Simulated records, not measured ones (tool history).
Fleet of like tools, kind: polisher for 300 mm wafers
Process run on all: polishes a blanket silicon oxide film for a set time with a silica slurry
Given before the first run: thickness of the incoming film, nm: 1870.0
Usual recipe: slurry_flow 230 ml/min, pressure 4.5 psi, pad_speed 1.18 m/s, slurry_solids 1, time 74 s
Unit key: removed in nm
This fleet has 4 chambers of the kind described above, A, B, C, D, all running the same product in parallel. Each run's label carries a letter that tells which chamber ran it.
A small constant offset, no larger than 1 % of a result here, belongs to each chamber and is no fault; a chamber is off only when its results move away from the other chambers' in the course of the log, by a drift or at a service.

run	day	slurry_flow	pressure	pad_speed	slurry_solids	time	wafers polished on this pad	hours since the slurry nozzle was cleaned	hours since the head pressure was calibrated	hours since the slurry blender was calibrated	hours since the conditioning disc was replaced	removed
1B	0.338	230	4.5	1.18	1	74	341	471.1	503.1	160.9	147.7	296.65
2C	0.562	230	4.5	1.18	1	74	600	22.5	1398.2	15.3	122.3	299.08
# day 0.7: chamber C: head pressure recalibrated
3D	0.925	230	4.5	1.18	1	74	277	264.5	422.2	239.4	324.1	297.06
4A	1.242	230	4.5	1.18	1	74	676	575.3	751.4	104	73.4	298.8
5A	1.554	230	4.5	1.18	1	74	757	582.8	758.9	111.5	80.9	294.57
# day 1.779: chamber A: slurry blender recalibrated
# day 1.971: chamber D: conditioning disc replaced and pad reconditioned
6B	2.025	230	4.5	1.18	1	74	778	511.6	543.6	201.4	188.2	295.66
7D	2.367	230	4.5	1.18	1	74	651	299.1	456.8	274	9.6	293.71
# day 2.6: chamber B: worn pad replaced by a new one
# day 2.742: chamber B: slurry blender recalibrated
8C	2.762	230	4.5	1.18	1	74	1170	75.3	49.5	68.1	175.1	296.25
# day 2.812: chamber A: worn pad replaced by a new one
# day 2.925: chamber C: worn pad replaced by a new one
9C	3.012	230	4.5	1.18	1	74	22	81.3	55.5	74.1	181.1	296.1
# day 3.021: chamber C: conditioning disc replaced and pad reconditioned
10B	3.35	230	4.5	1.18	1	74	195	543.4	575.4	14.6	220	292.93
# day 3.408: chamber D: worn pad replaced by a new one
11D	3.692	230	4.5	1.18	1	74	73	330.9	488.6	305.8	41.4	292.53
12A	4.167	230	4.5	1.18	1	74	351	645.5	821.6	57.4	143.6	303.21
13D	4.433	230	4.5	1.18	1	74	265	348.7	506.4	323.6	59.2	292.34
14B	4.708	230	4.5	1.18	1	74	546	576	608	47.2	252.6	294.38
# day 4.996: chamber B: slurry nozzle cleaned
15A	5.192	230	4.5	1.18	1	74	616	670.1	846.2	82	168.2	297.26
16C	5.479	230	4.5	1.18	1	74	661	140.5	114.7	133.3	59	295.22
# day 5.704: chamber A: conditioning disc replaced and pad reconditioned
17B	5.779	230	4.5	1.18	1	74	824	18.8	633.7	72.9	278.3	292.01
18A	6.071	230	4.5	1.18	1	74	844	691.2	867.3	103.1	8.8	296.12
19C	6.371	230	4.5	1.18	1	74	892	161.9	136.1	154.7	80.4	298.36
# day 6.562: chamber B: worn pad replaced by a new one
20D	6.842	230	4.5	1.18	1	74	889	406.5	564.2	381.4	117	289.9
# day 6.979: chamber A: slurry blender recalibrated
21B	7.142	230	4.5	1.18	1	74	150	51.5	666.4	105.6	311	293.72
# day 7.188: chamber A: worn pad replaced by a new one
# day 7.429: chamber D: worn pad replaced by a new one
22D	7.438	230	4.5	1.18	1	74	2	420.8	578.5	395.7	131.3	294.79
# day 7.704: chamber B: conditioning disc replaced and pad reconditioned
# day 7.762: chamber A: head pressure recalibrated
23C	7.842	230	4.5	1.18	1	74	1273	197.2	171.4	190	115.7	297.04
# day 7.908: chamber C: worn pad replaced by a new one
24A	8.171	230	4.5	1.18	1	74	255	741.6	9.8	28.6	59.2	320.9
25D	8.546	230	4.5	1.18	1	74	289	447.4	605.1	422.3	157.9	294.6
26C	9	260	4.5	1.18	1	58	283	225	199.2	217.8	143.5	236.11
27A	9.333	260	4.5	1.18	1	58	556	769.5	37.7	56.5	87.1	255.48
# day 9.792: chamber B: worn pad replaced by a new one
28B	9.808	260	4.5	1.18	1	58	5	115.5	730.4	169.6	50.6	235.07
29C	10.267	260	4.5	1.18	1	58	611	255.4	229.6	248.2	173.9	235.13
30A	10.692	230	4.5	1.18	1	74	907	802.1	70.3	89.1	119.7	318.37
31B	11.108	230	4.5	1.18	1	74	341	146.7	761.6	200.8	81.8	296.89
# day 11.125: chamber D: slurry blender recalibrated
# day 11.3: chamber C: conditioning disc replaced and pad reconditioned
# day 11.383: chamber D: worn pad replaced by a new one
32D	11.6	230	4.5	1.18	1	74	56	520.7	678.4	11.4	231.2	294.52
33B	11.946	230	4.5	1.18	1	74	558	166.8	781.7	220.9	101.9	296.01
# day 12.046: chamber A: conditioning disc replaced and pad reconditioned
34C	12.412	230	4.5	1.18	1	74	1166	306.9	281.1	299.7	26.7	299.89
# day 12.579: chamber A: worn pad replaced by a new one
35A	12.638	230	4.5	1.18	1	74	15	848.8	117	135.8	14.2	319.65
36D	12.979	230	4.5	1.18	1	74	413	553.8	711.5	44.5	264.3	292.61

Decide between three cases: one chamber stands off from its peers, the gauge reading all wafers drifts, or nothing is wrong past each chamber's small offset. Where a chamber is off, say which and what most likely put it there.

Chamber A has stood off from the others ever since a service on it.
What lies behind it: head's pressure above its setpoint, % = 8.53.

Which of the 4 candidates below, each the usual settings with something changed and its results left as question marks, puts chamber A back in line with what the other chambers give on the usual settings?
Counts as in line when no further than this from what the other chambers average on the usual settings: removed 8.4 nm
37A-1	13.338	230	4.8	1.24	1	79						?
37A-2	13.338	230	4.7	1.22	1	76						?
37A-3	13.338	225	3.8	1.18	1	74						?
37A-4	13.338	230	4.5	1.12	1	70						?

The other chambers' mean on the usual settings: removed 294.91 nm
run	removed
37A-1	383.12
37A-2	356.06
37A-3	271.19
37A-4	292.75
The answer is 37A-4, which returns the chamber to within the allowed miss of the others.
